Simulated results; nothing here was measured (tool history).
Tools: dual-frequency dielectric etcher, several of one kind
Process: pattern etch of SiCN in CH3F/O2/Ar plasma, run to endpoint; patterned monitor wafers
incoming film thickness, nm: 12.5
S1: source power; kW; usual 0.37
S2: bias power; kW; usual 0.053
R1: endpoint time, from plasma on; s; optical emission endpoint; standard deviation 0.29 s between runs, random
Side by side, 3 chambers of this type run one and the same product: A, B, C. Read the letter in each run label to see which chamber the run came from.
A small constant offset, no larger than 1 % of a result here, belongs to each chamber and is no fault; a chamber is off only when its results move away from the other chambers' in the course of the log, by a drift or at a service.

run,hour,S1,S2,R1
1C,4.8,0.37,0.053,37.962
2B,13.3,0.37,0.053,38.087
3A,22.1,0.37,0.053,38.201
4C,27.6,0.37,0.053,37.799
5B,32.3,0.37,0.053,37.758
6A,38.1,0.37,0.053,38.511
7C,43.1,0.37,0.053,38.781
8B,51.8,0.37,0.053,37.208
9A,58.1,0.37,0.053,38.65
10C,65.6,0.44,0.064,33.563
11A,71.8,0.44,0.064,33.911
12B,76.1,0.44,0.064,33.046
13C,81.1,0.37,0.053,38.73
14A,89.4,0.37,0.053,38.381
15B,94.2,0.41,0.053,36.185
16C,99.5,0.41,0.053,37.322
17A,106.4,0.41,0.053,36.688
18B,110.7,0.37,0.053,37.354
19A,115.5,0.37,0.053,38.031
20C,123.8,0.37,0.053,38.863
# hour 129.4: chamber B: wet clean of the chamber
21B,132.8,0.32,0.053,39.86
22B,139.2,0.32,0.053,39.986
23C,146.1,0.32,0.053,41.795
24A,151.2,0.37,0.053,38.215
25B,156,0.37,0.053,37.644
26C,163.4,0.37,0.053,39.377
27A,172.6,0.37,0.053,38.163

Each of the 3 chambers runs these same settings next. Fill in every chamber's results:
28A,179.3,0.29,0.053,?
28B,179.3,0.29,0.053,?
28C,179.3,0.29,0.053,?

run,R1
28A,42.73
28B,41.143
28C,43.092
